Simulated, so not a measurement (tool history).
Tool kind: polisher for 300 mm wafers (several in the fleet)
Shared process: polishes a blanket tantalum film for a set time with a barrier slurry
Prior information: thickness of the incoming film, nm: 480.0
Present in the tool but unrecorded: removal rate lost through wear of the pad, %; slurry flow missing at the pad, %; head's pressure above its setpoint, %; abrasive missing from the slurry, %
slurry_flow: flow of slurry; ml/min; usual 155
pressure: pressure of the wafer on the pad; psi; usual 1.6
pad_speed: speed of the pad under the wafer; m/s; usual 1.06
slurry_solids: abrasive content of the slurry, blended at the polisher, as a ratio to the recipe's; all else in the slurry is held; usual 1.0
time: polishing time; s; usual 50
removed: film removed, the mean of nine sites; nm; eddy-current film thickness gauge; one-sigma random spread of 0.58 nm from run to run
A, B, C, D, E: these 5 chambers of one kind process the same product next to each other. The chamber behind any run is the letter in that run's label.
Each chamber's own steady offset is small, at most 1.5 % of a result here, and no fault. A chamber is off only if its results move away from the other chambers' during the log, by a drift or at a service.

run    day  slurry_flow  pressure  pad_speed  slurry_solids  time  wafers polished on this pad  hours since the slurry nozzle was cleaned  hours since the head pressure was calibrated  hours since the slurry blender was calibrated  removed
 1D  0.079          155       1.6       1.06            1.0    50                          549                                      469.9                                          93.2                                          184.4   57.200
 2C  0.171          155       1.6       1.06            1.0    50                          412                                      263.8                                         142.8                                           86.7   57.515
 3B  0.317          155       1.6       1.06            1.0    50                          566                                       72.5                                         458.6                                          214.4   56.647
 4E  0.492          155       1.6       1.06            1.0    50                         1147                                      261.8                                         277.7                                          307.4   57.822
 5A  0.604          155       1.6       1.06            1.0    50                          384                                      304.9                                         784.0                                          202.2   56.922
 6E  0.738          155       1.6       1.06            1.0    50                         1197                                      267.7                                         283.6                                          313.3   58.298
     0.767  -- chamber E: worn pad replaced by a new one
 7D  0.833          155       1.6       1.06            1.0    50                          704                                      488.0                                         111.3                                          202.5   58.611
 8C  0.912          155       1.6       1.06            1.0    50                          565                                      281.6                                         160.6                                          104.5   57.098
 9A  1.000          155       1.6       1.06            1.0    50                          465                                      314.4                                         793.5                                          211.7   58.297
     1.038  -- chamber A: head pressure recalibrated
10B  1.129          155       1.6       1.06            1.0    50                          734                                       92.0                                         478.1                                          233.9   57.582
11E  1.275          155       1.6       1.06            1.0    50                          104                                      280.6                                         296.5                                          326.2   58.845
12C  1.383          155       1.6       1.06            1.0    50                          662                                      292.9                                         171.9                                          115.8   57.340
     1.504  -- chamber D: slurry blender recalibrated
13B  1.533          155       1.6       1.06            1.0    50                          817                                      101.7                                         487.8                                          243.6   56.430
14D  1.704          155       1.6       1.06            1.0    50                          883                                      508.9                                         132.2                                            4.9   58.497
15A  1.867          155       1.6       1.06            1.0    50                          643                                      335.2                                          20.0                                          232.5   56.433
16B  1.971          155       1.6       1.06            1.0    50                          907                                      112.2                                         498.3                                          254.1   56.474
     2.142  -- chamber C: worn pad replaced by a new one
17D  2.146          155       1.6       1.06            1.0    50                          974                                      519.5                                         142.8                                           15.5   58.422
18E  2.233          155       1.6       1.06            1.0    50                          302                                      303.6                                         319.5                                          349.2   58.867
     2.262  -- chamber B: slurry blender recalibrated
19A  2.379          155       1.6       1.06            1.0    50                          749                                      347.5                                          32.3                                          244.8   57.637
20C  2.496          155       1.4       1.06            1.1    50                           73                                      319.6                                         198.6                                          142.5   52.748
21E  2.617          155       1.4       1.06            1.1    50                          380                                      312.8                                         328.7                                          358.4   51.454
22D  2.767          155       1.4       1.06            1.1    50                         1102                                      534.4                                         157.7                                           30.4   52.888
     2.783  -- chamber E: slurry blender recalibrated
23B  2.862          155       1.4       1.06            1.1    50                         1090                                      133.6                                         519.7                                           14.4   51.161
24A  2.950          155       1.4       1.06            1.1    50                          866                                      361.2                                          46.0                                          258.5   51.157
25C  3.033          155       1.6       1.06            1.0    50                          183                                      332.5                                         211.5                                          155.4   58.401
     3.038  -- chamber D: worn pad replaced by a new one
26B  3.188          155       1.6       1.06            1.0    50                         1157                                      141.4                                         527.5                                           22.2   57.544
27D  3.296          155       1.6       1.06            1.0    50                           53                                      547.1                                         170.4                                           43.1   57.987
28A  3.392          155       1.6       1.06            1.0    50                          957                                      371.8                                          56.6                                          269.1   57.233
29C  3.471          155       1.6       1.06            1.0    50                          273                                      343.0                                         222.0                                          165.9   58.515
30E  3.604          155       1.6       1.06            1.0    50                          584                                      336.5                                         352.4                                           19.8   58.976
31D  3.779          155       1.6       1.06            1.0    50                          152                                      558.7                                         182.0                                           54.7   58.225
32C  3.871          185       1.6       1.06            1.0    44                          356                                      352.6                                         231.6                                          175.5   51.675
33A  4.029          185       1.6       1.06            1.0    44                         1089                                      387.1                                          71.9                                          284.4   51.445
34B  4.121          185       1.6       1.06            1.0    44                         1349                                      163.8                                         549.9                                           44.6   51.723

Next, all 5 chambers run the settings below, one line each with question marks for the results. What does each chamber give?
35A  4.254          155       1.6       1.06            1.0    50                                                                                                                                                                             ?
35B  4.254          155       1.6       1.06            1.0    50                                                                                                                                                                             ?
35C  4.254          155       1.6       1.06            1.0    50                                                                                                                                                                             ?
35D  4.254          155       1.6       1.06            1.0    50                                                                                                                                                                             ?
35E  4.254          155       1.6       1.06            1.0    50                                                                                                                                                                             ?

run  removed
35A   57.445
35B   57.079
35C   59.018
35D   58.425
35E   58.130

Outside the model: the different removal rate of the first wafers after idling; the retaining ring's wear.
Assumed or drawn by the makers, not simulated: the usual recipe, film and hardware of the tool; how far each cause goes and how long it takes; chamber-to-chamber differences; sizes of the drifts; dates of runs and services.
